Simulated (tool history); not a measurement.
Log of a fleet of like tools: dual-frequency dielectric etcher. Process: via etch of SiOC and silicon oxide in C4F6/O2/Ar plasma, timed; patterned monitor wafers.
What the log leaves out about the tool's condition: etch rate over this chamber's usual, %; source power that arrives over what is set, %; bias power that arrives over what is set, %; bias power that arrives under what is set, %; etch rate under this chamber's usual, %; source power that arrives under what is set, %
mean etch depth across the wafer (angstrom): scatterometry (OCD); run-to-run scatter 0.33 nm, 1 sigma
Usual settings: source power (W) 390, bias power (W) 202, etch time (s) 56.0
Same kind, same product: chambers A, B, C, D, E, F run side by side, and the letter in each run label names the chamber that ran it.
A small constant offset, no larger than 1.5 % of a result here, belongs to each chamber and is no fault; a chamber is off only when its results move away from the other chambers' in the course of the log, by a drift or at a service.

run,hour,source power (W),bias power (W),etch time (s),hours since the last wet clean,hours since the last source power generator calibration,hours since the last bias power generator calibration,"read-back reference wafer on the same gauge, depth_nm",mean etch depth across the wafer (angstrom)
1D,6.1,390,202,56.0,266.9,148.2,2192.1,52.845,645.00
2F,15.9,390,202,56.0,252.6,1785.4,3096.1,52.864,642.83
3C,20.6,390,202,56.0,345.6,2219.4,4614.6,52.898,656.25
4E,29.7,390,202,56.0,115.3,398.4,36.6,52.830,656.65
5B,36.5,390,202,56.0,337.5,1821.6,1586.9,52.959,653.37
6A,44.3,390,202,56.0,286.3,1992.0,2410.5,52.936,643.74
7D,50.9,390,202,56.0,311.7,193.0,2236.9,52.931,649.14
8E,60.3,390,202,56.0,145.9,429.0,67.2,52.846,654.19
9A,70.6,390,243,42.5,312.6,2018.3,2436.8,52.893,522.56
10C,79.3,390,243,42.5,404.3,2278.1,4673.3,52.875,532.65
11B,84.0,390,243,42.5,385.0,1869.1,1634.4,52.943,525.44
12F,90.2,390,243,42.5,326.9,1859.7,3170.4,52.948,511.74
13A,100.6,390,243,42.5,342.6,2048.3,2466.8,52.910,528.88
14F,110.3,390,243,42.5,347.0,1879.8,3190.5,52.814,520.77
15C,120.3,390,202,56.0,445.3,2319.1,4714.3,52.847,668.77
16E,129.0,390,223,56.0,214.6,497.7,135.9,52.853,679.93
# hour 134.0: chamber D: wet clean of the chamber
17D,137.4,390,223,56.0,3.4,279.5,2323.4,52.822,670.38
18B,144.4,390,223,56.0,445.4,1929.5,1694.8,52.868,677.49
19A,150.1,390,223,56.0,392.1,2097.8,2516.3,52.837,674.18
20D,154.6,390,223,56.0,20.6,296.7,2340.6,52.946,673.59
# hour 160.1: chamber A: wet clean of the chamber
21B,160.5,390,223,56.0,461.5,1945.6,1710.9,52.905,677.58
22F,167.9,390,202,56.0,404.6,1937.4,3248.1,52.926,632.75
23C,175.2,390,202,56.0,500.2,2374.0,4769.2,52.861,673.45
24E,184.8,390,202,56.0,270.4,553.5,191.7,52.889,653.44
25F,194.5,390,202,56.0,431.2,1964.0,3274.7,52.879,640.42
26E,199.5,390,202,56.0,285.1,568.2,206.4,52.972,658.97
27B,208.6,390,202,63.5,509.6,1993.7,1759.0,52.877,742.71
28C,214.8,390,202,63.5,539.8,2413.6,4808.8,52.942,769.43
29D,223.4,390,202,63.5,89.4,365.5,2409.4,52.859,736.50
30A,231.5,390,202,63.5,71.5,2179.2,2597.7,52.902,738.52
# hour 235.7: chamber B: wet clean of the chamber
31D,237.7,390,202,63.5,103.7,379.8,2423.7,52.899,739.69
32B,242.7,390,202,63.5,7.0,2027.8,1793.1,52.886,740.72
33E,247.6,390,202,56.0,333.2,616.3,254.5,52.927,652.86
34C,255.8,390,161,62.0,580.8,2454.6,4849.8,52.925,711.08
35F,261.6,390,161,62.0,498.3,2031.1,3341.8,52.863,657.41
36A,266.6,390,161,62.0,106.6,2214.3,2632.8,52.891,664.34

What goes on in this fleet: one chamber off, a drifting gauge, or nothing beyond the chambers' own small offsets? Name the chamber and the cause, if any.

Little by little, chamber C moves away from the other chambers.
Likeliest cause: etch rate over this chamber's usual, % = 5.34.

Chamber C could run next with any of the 4 candidate recipes listed below; each alters the usual settings, and their results appear as question marks. Which one brings its results back in line with what the other chambers deliver on the usual settings?
Maximum distance from the other chambers' mean on the usual settings for a result to count as in line: mean etch depth across the wafer (angstrom) 12.00
37C-1,274.1,420,216,56.0,,,,,?
37C-2,274.1,390,202,57.0,,,,,?
37C-3,274.1,380,200,53.5,,,,,?
37C-4,274.1,390,202,55.0,,,,,?

On the usual settings, the other chambers give on average: mean etch depth across the wafer (angstrom) 650.06
run,mean etch depth across the wafer (angstrom)
37C-1,723.54
37C-2,699.89
37C-3,648.18
37C-4,675.34
The answer is 37C-3, which returns the chamber to within the allowed miss of the others.
